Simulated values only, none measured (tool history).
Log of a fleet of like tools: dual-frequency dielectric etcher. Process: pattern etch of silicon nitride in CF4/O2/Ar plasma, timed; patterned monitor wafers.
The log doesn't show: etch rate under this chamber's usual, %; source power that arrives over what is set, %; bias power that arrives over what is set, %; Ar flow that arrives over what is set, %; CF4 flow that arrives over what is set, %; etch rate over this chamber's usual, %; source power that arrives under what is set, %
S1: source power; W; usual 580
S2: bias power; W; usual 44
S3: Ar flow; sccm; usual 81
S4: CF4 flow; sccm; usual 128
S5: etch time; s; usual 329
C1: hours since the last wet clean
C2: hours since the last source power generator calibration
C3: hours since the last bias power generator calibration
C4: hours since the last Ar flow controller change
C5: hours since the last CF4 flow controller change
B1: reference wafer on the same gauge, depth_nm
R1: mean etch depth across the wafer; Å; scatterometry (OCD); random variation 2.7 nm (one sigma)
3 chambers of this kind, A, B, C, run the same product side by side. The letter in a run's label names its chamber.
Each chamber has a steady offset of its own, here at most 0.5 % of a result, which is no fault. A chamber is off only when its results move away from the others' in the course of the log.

{"run": "1B", "hour": 5.9, "S1": 580, "S2": 44, "S3": 81, "S4": 128, "S5": 329, "C1": 106.5, "C2": 518.7, "C3": 602.3, "C4": 3171.9, "C5": 2739.1, "B1": 797.14, "R1": 7203.1}
{"run": "2C", "hour": 9.8, "S1": 580, "S2": 44, "S3": 81, "S4": 128, "S5": 329, "C1": 266.8, "C2": 1012.4, "C3": 2323.7, "C4": 3035.9, "C5": 392, "B1": 796.64, "R1": 7149.1}
{"run": "3A", "hour": 15.9, "S1": 580, "S2": 44, "S3": 81, "S4": 128, "S5": 329, "C1": 121.9, "C2": 513.7, "C3": 567.5, "C4": 660.1, "C5": 2000.8, "B1": 796.64, "R1": 7183.8}
{"run": "4A", "hour": 21.1, "S1": 580, "S2": 44, "S3": 81, "S4": 128, "S5": 329, "C1": 127.1, "C2": 518.9, "C3": 572.7, "C4": 665.3, "C5": 2006, "B1": 798.04, "R1": 7123.7}
{"run": "5C", "hour": 27.5, "S1": 580, "S2": 44, "S3": 81, "S4": 128, "S5": 329, "C1": 284.5, "C2": 1030.1, "C3": 2341.4, "C4": 3053.6, "C5": 409.7, "B1": 797.13, "R1": 7151.2}
{"run": "6B", "hour": 31.9, "S1": 580, "S2": 44, "S3": 81, "S4": 128, "S5": 329, "C1": 132.5, "C2": 544.7, "C3": 628.3, "C4": 3197.9, "C5": 2765.1, "B1": 796.93, "R1": 7198.6}
{"run": "7B", "hour": 36.3, "S1": 580, "S2": 44, "S3": 81, "S4": 128, "S5": 329, "C1": 136.9, "C2": 549.1, "C3": 632.7, "C4": 3202.3, "C5": 2769.5, "B1": 796.27, "R1": 7221.3}
{"run": "8C", "hour": 39.7, "S1": 580, "S2": 44, "S3": 81, "S4": 128, "S5": 329, "C1": 296.7, "C2": 1042.3, "C3": 2353.6, "C4": 3065.8, "C5": 421.9, "B1": 796.93, "R1": 7115.3}
{"run": "9A", "hour": 44.2, "S1": 580, "S2": 44, "S3": 81, "S4": 128, "S5": 329, "C1": 150.2, "C2": 542, "C3": 595.8, "C4": 688.4, "C5": 2029.1, "B1": 797.17, "R1": 7147.9}
{"run": "10A", "hour": 48.7, "S1": 580, "S2": 44, "S3": 81, "S4": 128, "S5": 329, "C1": 154.7, "C2": 546.5, "C3": 600.3, "C4": 692.9, "C5": 2033.6, "B1": 796.35, "R1": 7156.9}
{"run": "11B", "hour": 55.2, "S1": 580, "S2": 44, "S3": 81, "S4": 128, "S5": 329, "C1": 155.8, "C2": 568, "C3": 651.6, "C4": 3221.2, "C5": 2788.4, "B1": 796.19, "R1": 7198.9}
{"run": "12C", "hour": 60.8, "S1": 580, "S2": 44, "S3": 81, "S4": 128, "S5": 329, "C1": 317.8, "C2": 1063.4, "C3": 2374.7, "C4": 3086.9, "C5": 443, "B1": 796.42, "R1": 7098.8}
{"run": "13B", "hour": 64.7, "S1": 580, "S2": 44, "S3": 81, "S4": 128, "S5": 329, "C1": 165.3, "C2": 577.5, "C3": 661.1, "C4": 3230.7, "C5": 2797.9, "B1": 796.72, "R1": 7171.6}
{"run": "14C", "hour": 68.8, "S1": 580, "S2": 44, "S3": 81, "S4": 128, "S5": 329, "C1": 325.8, "C2": 1071.4, "C3": 2382.7, "C4": 3094.9, "C5": 451, "B1": 796.92, "R1": 7042.7}
{"run": "15A", "hour": 74.6, "S1": 580, "S2": 44, "S3": 81, "S4": 128, "S5": 329, "C1": 180.6, "C2": 572.4, "C3": 626.2, "C4": 718.8, "C5": 2059.5, "B1": 797.23, "R1": 7126.8}
{"run": "16A", "hour": 79.4, "S1": 580, "S2": 44, "S3": 81, "S4": 128, "S5": 329, "C1": 185.4, "C2": 577.2, "C3": 631, "C4": 723.6, "C5": 2064.3, "B1": 797.05, "R1": 7105.5}
{"run": "17C", "hour": 82.7, "S1": 580, "S2": 44, "S3": 81, "S4": 128, "S5": 329, "C1": 339.7, "C2": 1085.3, "C3": 2396.6, "C4": 3108.8, "C5": 464.9, "B1": 796.68, "R1": 7033.4}
{"run": "18B", "hour": 87.0, "S1": 580, "S2": 44, "S3": 81, "S4": 128, "S5": 329, "C1": 187.6, "C2": 599.8, "C3": 683.4, "C4": 3253, "C5": 2820.2, "B1": 797.11, "R1": 7193.7}
{"run": "19C", "hour": 93.1, "S1": 580, "S2": 44, "S3": 81, "S4": 128, "S5": 329, "C1": 350.1, "C2": 1095.7, "C3": 2407, "C4": 3119.2, "C5": 475.3, "B1": 796.55, "R1": 7044.1}
{"run": "20B", "hour": 96.4, "S1": 580, "S2": 44, "S3": 81, "S4": 128, "S5": 329, "C1": 197, "C2": 609.2, "C3": 692.8, "C4": 3262.4, "C5": 2829.6, "B1": 797.74, "R1": 7208.2}
{"run": "21A", "hour": 102.3, "S1": 580, "S2": 44, "S3": 81, "S4": 128, "S5": 329, "C1": 208.3, "C2": 600.1, "C3": 653.9, "C4": 746.5, "C5": 2087.2, "B1": 797.14, "R1": 7127.8}
{"run": "22C", "hour": 107.2, "S1": 580, "S2": 44, "S3": 81, "S4": 128, "S5": 329, "C1": 364.2, "C2": 1109.8, "C3": 2421.1, "C4": 3133.3, "C5": 489.4, "B1": 796.97, "R1": 7042.7}
{"run": "23B", "hour": 110.5, "S1": 580, "S2": 44, "S3": 81, "S4": 128, "S5": 329, "C1": 211.1, "C2": 623.3, "C3": 706.9, "C4": 3276.5, "C5": 2843.7, "B1": 796.66, "R1": 7187.3}
{"run": "24A", "hour": 117.1, "S1": 580, "S2": 50, "S3": 81, "S4": 128, "S5": 378.5, "C1": 223.1, "C2": 614.9, "C3": 668.7, "C4": 761.3, "C5": 2102, "B1": 797.89, "R1": 8598.9}
{"run": "25A", "hour": 122.0, "S1": 580, "S2": 50, "S3": 81, "S4": 128, "S5": 378.5, "C1": 228, "C2": 619.8, "C3": 673.6, "C4": 766.2, "C5": 2106.9, "B1": 796.36, "R1": 8574.5}
{"run": "26C", "hour": 126.8, "S1": 580, "S2": 50, "S3": 81, "S4": 128, "S5": 378.5, "C1": 383.8, "C2": 1129.4, "C3": 2440.7, "C4": 3152.9, "C5": 509, "B1": 796.63, "R1": 8450.6}
{"run": "27B", "hour": 131.6, "S1": 580, "S2": 44, "S3": 81, "S4": 128, "S5": 329, "C1": 232.2, "C2": 644.4, "C3": 728, "C4": 3297.6, "C5": 2864.8, "B1": 797.16, "R1": 7218.3}
{"run": "28A", "hour": 135.8, "S1": 580, "S2": 44, "S3": 81, "S4": 128, "S5": 329, "C1": 241.8, "C2": 633.6, "C3": 687.4, "C4": 780, "C5": 2120.7, "B1": 797.73, "R1": 7142.5}
{"run": "29B", "hour": 142.5, "S1": 580, "S2": 44, "S3": 81, "S4": 128, "S5": 329, "C1": 243.1, "C2": 655.3, "C3": 738.9, "C4": 3308.5, "C5": 2875.7, "B1": 796.28, "R1": 7208.7}
{"run": "30C", "hour": 148.3, "S1": 580, "S2": 44, "S3": 81, "S4": 128, "S5": 329, "C1": 405.3, "C2": 1150.9, "C3": 2462.2, "C4": 3174.4, "C5": 530.5, "B1": 796.46, "R1": 6961.3}
{"run": "31C", "hour": 153.7, "S1": 580, "S2": 44, "S3": 81, "S4": 128, "S5": 329, "C1": 410.7, "C2": 1156.3, "C3": 2467.6, "C4": 3179.8, "C5": 535.9, "B1": 797.55, "R1": 6939.6}
{"run": "32A", "hour": 159.5, "S1": 580, "S2": 44, "S3": 81, "S4": 128, "S5": 329, "C1": 265.5, "C2": 657.3, "C3": 711.1, "C4": 803.7, "C5": 2144.4, "B1": 797.3, "R1": 7105.1}

What goes on in this fleet: one chamber off, a drifting gauge, or nothing beyond the chambers' own small offsets? Name the chamber and the cause, if any.

Chamber C drifts away from the others.
Cause: etch rate under this chamber's usual, % = 2.65.
The log may not tell that from: source power that arrives under what is set, %.

Here are 4 candidates for chamber C's next run, each the usual settings with a change, their results left as question marks. Which one brings its results back in line with what the others give on the usual settings?
In line means no further than this from the other chambers' mean on the usual settings: R1 93 Å
{"run": "33C-1", "hour": 164.3, "S1": 580, "S2": 44, "S3": 81, "S4": 128, "S5": 331.5, "R1": "?"}
{"run": "33C-2", "hour": 164.3, "S1": 580, "S2": 48, "S3": 81, "S4": 128, "S5": 329, "R1": "?"}
{"run": "33C-3", "hour": 164.3, "S1": 580, "S2": 44, "S3": 81, "S4": 128, "S5": 327.5, "R1": "?"}
{"run": "33C-4", "hour": 164.3, "S1": 580, "S2": 44, "S3": 81, "S4": 128, "S5": 319.5, "R1": "?"}

The other chambers' mean on the usual settings: R1 7169.4 Å
run=33C-1 R1=7008.3
run=33C-2 R1=7168.9
run=33C-3 R1=6923.8
run=33C-4 R1=6754.7
33C-2 brings the chamber back in line.

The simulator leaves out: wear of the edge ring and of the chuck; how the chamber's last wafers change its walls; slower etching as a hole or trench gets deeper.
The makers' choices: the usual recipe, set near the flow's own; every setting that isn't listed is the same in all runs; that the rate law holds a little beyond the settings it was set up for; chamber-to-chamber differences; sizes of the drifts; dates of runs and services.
